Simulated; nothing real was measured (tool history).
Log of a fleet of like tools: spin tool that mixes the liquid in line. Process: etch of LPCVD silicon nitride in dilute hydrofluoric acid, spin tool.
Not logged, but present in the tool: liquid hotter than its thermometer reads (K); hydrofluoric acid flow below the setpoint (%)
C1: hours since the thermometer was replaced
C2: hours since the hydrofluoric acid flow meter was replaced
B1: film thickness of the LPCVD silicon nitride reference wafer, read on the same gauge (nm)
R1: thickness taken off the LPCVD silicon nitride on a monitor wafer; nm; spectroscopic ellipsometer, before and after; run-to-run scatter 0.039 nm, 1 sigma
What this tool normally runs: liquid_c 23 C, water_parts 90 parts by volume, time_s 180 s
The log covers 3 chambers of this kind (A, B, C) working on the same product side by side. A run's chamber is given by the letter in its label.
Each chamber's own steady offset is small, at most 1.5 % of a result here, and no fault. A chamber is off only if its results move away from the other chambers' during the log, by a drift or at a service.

run 1B hour=6.0 | liquid_c=23 water_parts=90 time_s=180 | C1=1230.8 C2=1124.6 | B1=70.005 | R1=1.17690
run 2A hour=19.3 | liquid_c=23 water_parts=90 time_s=180 | C1=2663.5 C2=573.7 | B1=69.996 | R1=1.10140
run 3C hour=26.9 | liquid_c=23 water_parts=90 time_s=180 | C1=149.1 C2=482.1 | B1=69.986 | R1=1.07120
run 4A hour=40.4 | liquid_c=23 water_parts=90 time_s=180 | C1=2684.6 C2=594.8 | B1=69.979 | R1=1.10480
run 5C hour=49.8 | liquid_c=23 water_parts=90 time_s=180 | C1=172.0 C2=505.0 | B1=70.007 | R1=1.15640
run 6B hour=61.3 | liquid_c=23 water_parts=90 time_s=180 | C1=1286.1 C2=1179.9 | B1=69.991 | R1=1.20430
run 7B hour=71.0 | liquid_c=23 water_parts=90 time_s=180 | C1=1295.8 C2=1189.6 | B1=70.000 | R1=1.18570
run 8A hour=80.4 | liquid_c=23 water_parts=90 time_s=180 | C1=2724.6 C2=634.8 | B1=69.996 | R1=1.10620
run 9C hour=92.4 | liquid_c=23 water_parts=110 time_s=140 | C1=214.6 C2=547.6 | B1=70.025 | R1=0.76114
-- hour=100.1 chamber A: thermometer replaced
run 10C hour=105.4 | liquid_c=23 water_parts=110 time_s=140 | C1=227.6 C2=560.6 | B1=70.000 | R1=0.72775
run 11A hour=116.6 | liquid_c=23 water_parts=110 time_s=140 | C1=16.6 C2=671.0 | B1=70.002 | R1=0.77815
run 12B hour=127.8 | liquid_c=23 water_parts=90 time_s=180 | C1=1352.6 C2=1246.4 | B1=70.007 | R1=1.20490
run 13C hour=140.3 | liquid_c=23 water_parts=90 time_s=180 | C1=262.5 C2=595.5 | B1=69.997 | R1=1.15030
run 14B hour=147.6 | liquid_c=23 water_parts=90 time_s=180 | C1=1372.4 C2=1266.2 | B1=70.030 | R1=1.09880
run 15A hour=153.8 | liquid_c=23 water_parts=90 time_s=180 | C1=53.8 C2=708.2 | B1=70.010 | R1=1.10550
run 16B hour=160.8 | liquid_c=23 water_parts=90 time_s=180 | C1=1385.6 C2=1279.4 | B1=70.006 | R1=1.13360
run 17A hour=173.6 | liquid_c=23 water_parts=90 time_s=180 | C1=73.6 C2=728.0 | B1=70.000 | R1=1.14360
run 18C hour=181.2 | liquid_c=23 water_parts=90 time_s=180 | C1=303.4 C2=636.4 | B1=69.991 | R1=1.15270
run 19B hour=194.7 | liquid_c=23 water_parts=90 time_s=180 | C1=1419.5 C2=1313.3 | B1=70.010 | R1=1.16430
run 20C hour=201.1 | liquid_c=23 water_parts=90 time_s=180 | C1=323.3 C2=656.3 | B1=69.953 | R1=1.10430
run 21A hour=212.2 | liquid_c=23 water_parts=90 time_s=180 | C1=112.2 C2=766.6 | B1=70.002 | R1=1.13550
run 22B hour=224.1 | liquid_c=23 water_parts=90 time_s=180 | C1=1448.9 C2=1342.7 | B1=70.026 | R1=1.15490
run 23C hour=233.5 | liquid_c=23 water_parts=90 time_s=180 | C1=355.7 C2=688.7 | B1=70.031 | R1=1.10750
run 24A hour=243.0 | liquid_c=23 water_parts=90 time_s=180 | C1=143.0 C2=797.4 | B1=70.006 | R1=1.10140
run 25C hour=250.2 | liquid_c=23 water_parts=90 time_s=180 | C1=372.4 C2=705.4 | B1=70.000 | R1=1.13030
run 26A hour=260.1 | liquid_c=23 water_parts=90 time_s=180 | C1=160.1 C2=814.5 | B1=70.014 | R1=1.15620
run 27B hour=269.1 | liquid_c=23 water_parts=90 time_s=180 | C1=1493.9 C2=1387.7 | B1=70.000 | R1=1.15990
run 28A hour=277.3 | liquid_c=23 water_parts=90 time_s=180 | C1=177.3 C2=831.7 | B1=70.002 | R1=1.05980
run 29B hour=286.3 | liquid_c=23 water_parts=90 time_s=180 | C1=1511.1 C2=1404.9 | B1=69.960 | R1=1.05800
run 30C hour=294.1 | liquid_c=19 water_parts=55 time_s=180 | C1=416.3 C2=749.3 | B1=69.989 | R1=1.34260
run 31C hour=304.1 | liquid_c=19 water_parts=55 time_s=180 | C1=426.3 C2=759.3 | B1=69.985 | R1=1.40530
run 32A hour=311.4 | liquid_c=19 water_parts=55 time_s=180 | C1=211.4 C2=865.8 | B1=70.020 | R1=1.43330
run 33B hour=323.9 | liquid_c=23 water_parts=90 time_s=180 | C1=1548.7 C2=1442.5 | B1=69.990 | R1=1.12470
run 34B hour=330.3 | liquid_c=23 water_parts=90 time_s=180 | C1=1555.1 C2=1448.9 | B1=70.000 | R1=1.14710

The same settings go to every chamber for the next run, one line per chamber below. Forecast the results for each:
run 35A hour=339.9 | liquid_c=23 water_parts=90 time_s=110 | R1=?
run 35B hour=339.9 | liquid_c=23 water_parts=90 time_s=110 | R1=?
run 35C hour=339.9 | liquid_c=23 water_parts=90 time_s=110 | R1=?

run=35A R1=0.76342
run=35B R1=0.69517
run=35C R1=0.70369
